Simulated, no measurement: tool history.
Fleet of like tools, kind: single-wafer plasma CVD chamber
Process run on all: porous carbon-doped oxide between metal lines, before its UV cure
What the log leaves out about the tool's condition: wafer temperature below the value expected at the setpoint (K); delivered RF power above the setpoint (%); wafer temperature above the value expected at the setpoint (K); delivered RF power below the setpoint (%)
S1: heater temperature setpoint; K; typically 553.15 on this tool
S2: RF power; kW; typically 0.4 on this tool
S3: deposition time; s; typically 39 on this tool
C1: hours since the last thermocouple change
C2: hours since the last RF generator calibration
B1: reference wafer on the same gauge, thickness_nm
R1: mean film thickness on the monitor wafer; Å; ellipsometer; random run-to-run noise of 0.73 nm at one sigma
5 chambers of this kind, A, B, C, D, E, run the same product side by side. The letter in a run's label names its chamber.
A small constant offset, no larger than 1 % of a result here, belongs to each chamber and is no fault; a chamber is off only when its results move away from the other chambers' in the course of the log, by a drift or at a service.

run,hour,S1,S2,S3,C1,C2,B1,R1
1A,4.3,553.15,0.4,39,465.8,1227.5,165.92,1986
2D,8.2,553.15,0.4,39,591.6,867.5,166.08,1983.2
3E,15.1,553.15,0.4,39,807.3,1683.8,166.13,2003.5
4C,20.8,553.15,0.4,39,530.5,593.4,165.84,1974.2
5B,24.6,553.15,0.4,39,68.8,69.4,165.95,1977.7
6E,29.5,553.15,0.4,39,821.7,1698.2,165.96,1992.8
7C,36.8,553.15,0.4,39,546.5,609.4,166,1973.8
8D,41.6,553.15,0.4,39,625,900.9,165.97,1984.3
9A,46.9,553.15,0.4,39,508.4,1270.1,165.93,1992.8
10B,52.5,553.15,0.4,39,96.7,97.3,166.04,1992.3
11C,56.5,553.15,0.335,42.1,566.2,629.1,165.97,1856.7
12A,60.3,553.15,0.335,42.1,521.8,1283.5,166,1858.4
13D,65.9,553.15,0.335,42.1,649.3,925.2,165.93,1863.6
14B,69.6,553.15,0.335,42.1,113.8,114.4,165.92,1874.9
15E,73.9,553.15,0.335,42.1,866.1,1742.6,165.97,1856.7
16E,78.1,553.15,0.4,39,870.3,1746.8,166.08,1994.5
17D,81.8,553.15,0.4,39,665.2,941.1,165.86,1990.5
18B,85.7,553.15,0.4,39,129.9,130.5,165.95,1995.8
19A,90.6,553.15,0.4,39,552.1,1313.8,166.02,1979.6
20C,96.6,553.15,0.4,39,606.3,669.2,166.14,1974.2
21C,101.4,553.15,0.455,33.9,611.1,674,165.89,1908.1
22E,105.3,553.15,0.455,33.9,897.5,1774,165.88,1917
23D,111.4,553.15,0.455,33.9,694.8,970.7,166.06,1920.1
24B,117.1,553.15,0.455,33.9,161.3,161.9,166.09,1915.5
25A,123,553.15,0.455,33.9,584.5,1346.2,166.08,1909.4
26E,129.7,553.15,0.4,39,921.9,1798.4,165.96,1995.8
27C,135.4,553.15,0.4,39,645.1,708,165.98,1975.8
28B,142.7,567.15,0.4,39,186.9,187.5,165.97,1820.3
29A,149.4,567.15,0.4,39,610.9,1372.6,165.97,1825.2
30D,154.4,567.15,0.4,39,737.8,1013.7,165.95,1835.6
31A,157.9,567.15,0.4,39,619.4,1381.1,166.04,1821.4
32E,165.8,567.15,0.4,39,958,1834.5,165.98,1820.3
33C,172.5,553.15,0.4,39,682.2,745.1,166.11,1978.1

All 5 chambers run these settings next. Forecast each chamber's results:
34A,178.2,559.15,0.4,39,,,,?
34B,178.2,559.15,0.4,39,,,,?
34C,178.2,559.15,0.4,39,,,,?
34D,178.2,559.15,0.4,39,,,,?
34E,178.2,559.15,0.4,39,,,,?

run,R1
34A,1920.6
34B,1916.7
34C,1911.3
34D,1916.7
34E,1914.2
